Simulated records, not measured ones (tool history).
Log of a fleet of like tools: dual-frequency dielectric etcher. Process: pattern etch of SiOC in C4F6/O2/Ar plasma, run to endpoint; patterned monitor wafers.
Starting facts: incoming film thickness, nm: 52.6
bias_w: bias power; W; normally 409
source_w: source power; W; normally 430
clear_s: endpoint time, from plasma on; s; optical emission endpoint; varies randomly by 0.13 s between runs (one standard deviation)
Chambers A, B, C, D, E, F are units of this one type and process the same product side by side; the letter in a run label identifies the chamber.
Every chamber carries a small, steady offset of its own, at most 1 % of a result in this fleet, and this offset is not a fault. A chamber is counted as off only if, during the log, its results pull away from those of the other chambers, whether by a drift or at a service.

At hour 3.6: chamber D: wet clean of the chamber.
Run 1B, hour 6.6: usual settings. Result: clear_s 18.377 s.
Run 2E, hour 11.9: usual settings. Result: clear_s 18.477 s.
Run 3F, hour 17.3: usual settings. Result: clear_s 18.738 s.
At hour 23.3: chamber E: wet clean of the chamber.
Run 4C, hour 25.9: usual settings. Result: clear_s 18.858 s.
Run 5A, hour 36.5: usual settings. Result: clear_s 18.627 s.
Run 6D, hour 46.4: usual settings. Result: clear_s 18.608 s.
At hour 49.0: chamber C: source power generator calibrated.
Run 7A, hour 55.1: usual settings. Result: clear_s 18.718 s.
Run 8D, hour 65.6: usual settings. Result: clear_s 18.389 s.
Run 9F, hour 73.5: usual settings. Result: clear_s 18.572 s.
Run 10C, hour 80.1: usual settings. Result: clear_s 18.651 s.
Run 11B, hour 85.4: usual settings. Result: clear_s 18.482 s.
Run 12E, hour 92.4: usual settings. Result: clear_s 18.579 s.
Run 13D, hour 97.4: usual settings. Result: clear_s 18.465 s.
Run 14A, hour 107.0: usual settings. Result: clear_s 18.844 s.
Run 15E, hour 112.0: usual settings. Result: clear_s 18.603 s.
Run 16B, hour 118.0: usual settings. Result: clear_s 18.654 s.
Run 17F, hour 126.4: usual settings. Result: clear_s 18.489 s.
At hour 134.4: chamber B: wet clean of the chamber.
Run 18C, hour 137.1: usual settings. Result: clear_s 18.632 s.
Run 19A, hour 146.7: usual settings. Result: clear_s 18.630 s.
Run 20B, hour 156.1: usual settings. Result: clear_s 18.782 s.
At hour 157.9: chamber C: wet clean of the chamber.
Run 21C, hour 161.9: usual settings but bias_w 478 W. Result: clear_s 17.497 s.
Run 22F, hour 168.4: usual settings but bias_w 478 W. Result: clear_s 17.606 s.
Run 23E, hour 175.5: usual settings but bias_w 478 W. Result: clear_s 17.443 s.
Run 24D, hour 186.1: usual settings but bias_w 478 W. Result: clear_s 17.462 s.
At hour 191.9: chamber F: wet clean of the chamber.
At hour 193.4: chamber C: bias power generator calibrated.
Run 25B, hour 196.0: usual settings but bias_w 478 W. Result: clear_s 17.512 s.
At hour 197.6: chamber A: source power generator calibrated.
Run 26F, hour 204.6: usual settings but bias_w 478 W. Result: clear_s 17.665 s.
Run 27D, hour 213.0: usual settings. Result: clear_s 18.238 s.
Run 28C, hour 219.7: usual settings. Result: clear_s 18.459 s.
Run 29A, hour 225.2: usual settings. Result: clear_s 18.618 s.
Run 30E, hour 236.3: usual settings. Result: clear_s 18.557 s.
Run 31D, hour 246.5: usual settings. Result: clear_s 18.526 s.
Run 32A, hour 257.3: usual settings. Result: clear_s 18.488 s.
Run 33F, hour 266.5: usual settings. Result: clear_s 18.491 s.
Run 34B, hour 274.4: usual settings but bias_w 324 W. Result: clear_s 20.366 s.
Run 35E, hour 284.5: usual settings but bias_w 324 W. Result: clear_s 20.066 s.
Run 36C, hour 295.0: usual settings but bias_w 324 W. Result: clear_s 19.996 s.
Run 37B, hour 300.8: usual settings but bias_w 324 W. Result: clear_s 20.026 s.
Run 38D, hour 307.5: usual settings but bias_w 324 W. Result: clear_s 20.057 s.
Run 39E, hour 314.2: usual settings but bias_w 324 W. Result: clear_s 20.078 s.
Run 40C, hour 322.3: usual settings. Result: clear_s 18.610 s.
Run 41A, hour 329.2: usual settings. Result: clear_s 18.674 s.
Run 42F, hour 334.1: usual settings. Result: clear_s 18.559 s.
Run 43B, hour 342.1: usual settings. Result: clear_s 18.577 s.

Is one chamber off against the others, does the gauge drift, or is nothing wrong? If a chamber is off, say which, and what the likeliest cause is.

All chambers stay in line apart from their small fixed offsets, and the gauge does not drift.
